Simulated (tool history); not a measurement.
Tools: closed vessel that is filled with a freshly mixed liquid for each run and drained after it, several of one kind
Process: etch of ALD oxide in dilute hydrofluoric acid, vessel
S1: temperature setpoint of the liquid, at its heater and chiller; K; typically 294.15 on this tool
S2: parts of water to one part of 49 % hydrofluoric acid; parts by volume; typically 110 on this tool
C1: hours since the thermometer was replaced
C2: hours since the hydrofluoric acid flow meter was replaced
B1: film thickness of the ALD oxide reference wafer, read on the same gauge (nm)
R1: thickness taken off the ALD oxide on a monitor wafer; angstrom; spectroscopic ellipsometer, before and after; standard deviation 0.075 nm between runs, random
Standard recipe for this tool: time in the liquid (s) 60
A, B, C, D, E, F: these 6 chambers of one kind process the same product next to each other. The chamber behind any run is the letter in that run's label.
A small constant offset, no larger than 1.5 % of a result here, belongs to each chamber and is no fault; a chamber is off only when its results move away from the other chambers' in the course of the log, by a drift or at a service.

{"hour": 7.9, "done": "chamber D: hydrofluoric acid flow meter replaced"}
{"run": "1F", "hour": 8.4, "S1": 294.15, "S2": 110, "time in the liquid (s)": 60, "C1": 576.4, "C2": 550.0, "B1": 80.026, "R1": 84.764}
{"run": "2A", "hour": 17.0, "S1": 294.15, "S2": 110, "time in the liquid (s)": 60, "C1": 456.3, "C2": 435.3, "B1": 80.007, "R1": 85.199}
{"run": "3B", "hour": 27.3, "S1": 294.15, "S2": 110, "time in the liquid (s)": 60, "C1": 2247.3, "C2": 1053.3, "B1": 79.988, "R1": 83.25}
{"run": "4E", "hour": 41.3, "S1": 294.15, "S2": 110, "time in the liquid (s)": 60, "C1": 2231.9, "C2": 1487.4, "B1": 80.006, "R1": 84.377}
{"run": "5D", "hour": 54.2, "S1": 294.15, "S2": 110, "time in the liquid (s)": 60, "C1": 1992.0, "C2": 46.4, "B1": 79.999, "R1": 84.557}
{"run": "6C", "hour": 62.6, "S1": 294.15, "S2": 110, "time in the liquid (s)": 60, "C1": 582.7, "C2": 85.9, "B1": 80.011, "R1": 82.781}
{"run": "7D", "hour": 72.9, "S1": 294.15, "S2": 110, "time in the liquid (s)": 60, "C1": 2010.7, "C2": 65.1, "B1": 80.0, "R1": 83.218}
{"run": "8E", "hour": 87.4, "S1": 294.15, "S2": 110, "time in the liquid (s)": 60, "C1": 2278.0, "C2": 1533.5, "B1": 79.99, "R1": 84.916}
{"run": "9C", "hour": 94.5, "S1": 291.65, "S2": 125, "time in the liquid (s)": 60, "C1": 614.6, "C2": 117.8, "B1": 80.004, "R1": 65.92}
{"run": "10B", "hour": 102.1, "S1": 291.65, "S2": 125, "time in the liquid (s)": 60, "C1": 2322.1, "C2": 1128.1, "B1": 80.012, "R1": 64.986}
{"run": "11F", "hour": 110.2, "S1": 291.65, "S2": 125, "time in the liquid (s)": 60, "C1": 678.2, "C2": 651.8, "B1": 80.021, "R1": 66.241}
{"run": "12A", "hour": 123.1, "S1": 291.65, "S2": 125, "time in the liquid (s)": 60, "C1": 562.4, "C2": 541.4, "B1": 80.021, "R1": 66.078}
{"hour": 123.6, "done": "chamber A: thermometer replaced"}
{"run": "13A", "hour": 135.3, "S1": 291.65, "S2": 125, "time in the liquid (s)": 60, "C1": 11.7, "C2": 553.6, "B1": 79.994, "R1": 66.078}
{"run": "14B", "hour": 143.7, "S1": 291.65, "S2": 125, "time in the liquid (s)": 60, "C1": 2363.7, "C2": 1169.7, "B1": 80.002, "R1": 64.46}
{"hour": 154.3, "done": "chamber B: thermometer replaced"}
{"run": "15F", "hour": 156.6, "S1": 291.15, "S2": 110, "time in the liquid (s)": 75, "C1": 724.6, "C2": 698.2, "B1": 80.009, "R1": 92.225}
{"run": "16C", "hour": 165.4, "S1": 291.15, "S2": 110, "time in the liquid (s)": 75, "C1": 685.5, "C2": 188.7, "B1": 80.011, "R1": 92.217}
{"hour": 177.5, "done": "chamber E: thermometer replaced"}
{"run": "17D", "hour": 179.9, "S1": 291.15, "S2": 110, "time in the liquid (s)": 75, "C1": 2117.7, "C2": 172.1, "B1": 79.984, "R1": 93.92}
{"run": "18E", "hour": 189.3, "S1": 291.15, "S2": 110, "time in the liquid (s)": 75, "C1": 11.9, "C2": 1635.4, "B1": 80.012, "R1": 93.627}
{"run": "19D", "hour": 198.2, "S1": 291.15, "S2": 110, "time in the liquid (s)": 75, "C1": 2136.0, "C2": 190.4, "B1": 80.023, "R1": 94.166}
{"run": "20B", "hour": 205.6, "S1": 291.15, "S2": 110, "time in the liquid (s)": 75, "C1": 51.4, "C2": 1231.6, "B1": 80.031, "R1": 92.499}
{"run": "21F", "hour": 217.0, "S1": 294.15, "S2": 110, "time in the liquid (s)": 60, "C1": 785.0, "C2": 758.6, "B1": 80.0, "R1": 83.477}
{"run": "22A", "hour": 224.5, "S1": 294.15, "S2": 110, "time in the liquid (s)": 60, "C1": 100.9, "C2": 642.8, "B1": 80.029, "R1": 85.82}
{"run": "23E", "hour": 233.1, "S1": 294.15, "S2": 85, "time in the liquid (s)": 40, "C1": 55.7, "C2": 1679.2, "B1": 80.003, "R1": 73.699}
{"run": "24C", "hour": 243.5, "S1": 294.15, "S2": 85, "time in the liquid (s)": 40, "C1": 763.6, "C2": 266.8, "B1": 79.987, "R1": 73.922}
{"run": "25B", "hour": 250.4, "S1": 294.15, "S2": 85, "time in the liquid (s)": 40, "C1": 96.2, "C2": 1276.4, "B1": 80.005, "R1": 73.745}
{"run": "26A", "hour": 259.8, "S1": 294.15, "S2": 85, "time in the liquid (s)": 40, "C1": 136.2, "C2": 678.1, "B1": 79.996, "R1": 73.375}
{"hour": 267.7, "done": "chamber B: hydrofluoric acid flow meter replaced"}
{"run": "27F", "hour": 270.2, "S1": 294.15, "S2": 85, "time in the liquid (s)": 40, "C1": 838.2, "C2": 811.8, "B1": 80.002, "R1": 72.898}
{"run": "28E", "hour": 280.6, "S1": 294.15, "S2": 85, "time in the liquid (s)": 40, "C1": 103.2, "C2": 1726.7, "B1": 80.029, "R1": 74.391}
{"run": "29D", "hour": 288.7, "S1": 294.15, "S2": 70, "time in the liquid (s)": 60, "C1": 2226.5, "C2": 280.9, "B1": 80.025, "R1": 138.41}
{"run": "30C", "hour": 302.9, "S1": 294.15, "S2": 70, "time in the liquid (s)": 60, "C1": 823.0, "C2": 326.2, "B1": 79.989, "R1": 136.96}
{"run": "31B", "hour": 311.9, "S1": 294.15, "S2": 70, "time in the liquid (s)": 60, "C1": 157.7, "C2": 44.3, "B1": 80.013, "R1": 139.11}
{"run": "32C", "hour": 320.8, "S1": 294.15, "S2": 70, "time in the liquid (s)": 60, "C1": 840.9, "C2": 344.1, "B1": 79.985, "R1": 137.26}
{"run": "33E", "hour": 331.3, "S1": 294.15, "S2": 70, "time in the liquid (s)": 60, "C1": 153.9, "C2": 1777.4, "B1": 80.007, "R1": 138.41}
{"run": "34A", "hour": 344.9, "S1": 294.15, "S2": 70, "time in the liquid (s)": 60, "C1": 221.3, "C2": 763.2, "B1": 80.014, "R1": 139.7}
{"run": "35D", "hour": 352.1, "S1": 294.15, "S2": 110, "time in the liquid (s)": 60, "C1": 2289.9, "C2": 344.3, "B1": 79.981, "R1": 85.096}
{"run": "36F", "hour": 362.3, "S1": 294.15, "S2": 110, "time in the liquid (s)": 60, "C1": 930.3, "C2": 903.9, "B1": 80.004, "R1": 84.019}
{"run": "37D", "hour": 374.6, "S1": 294.15, "S2": 110, "time in the liquid (s)": 60, "C1": 2312.4, "C2": 366.8, "B1": 79.988, "R1": 84.89}
{"run": "38C", "hour": 387.5, "S1": 294.15, "S2": 110, "time in the liquid (s)": 60, "C1": 907.6, "C2": 410.8, "B1": 80.003, "R1": 84.338}
{"run": "39B", "hour": 398.7, "S1": 294.15, "S2": 110, "time in the liquid (s)": 60, "C1": 244.5, "C2": 131.1, "B1": 79.994, "R1": 83.681}
{"run": "40F", "hour": 413.0, "S1": 294.15, "S2": 110, "time in the liquid (s)": 60, "C1": 981.0, "C2": 954.6, "B1": 80.019, "R1": 82.55}
{"run": "41A", "hour": 427.0, "S1": 294.15, "S2": 75, "time in the liquid (s)": 60, "C1": 303.4, "C2": 845.3, "B1": 79.999, "R1": 128.17}

Which is it: a chamber that has drifted or been left off by a service, a gauge drift common to all chambers, or only each chamber's usual small offset? If a chamber is off, name it and its likeliest cause.

The fleet is healthy, with each chamber sitting at its usual small offset and no drift in the gauge.
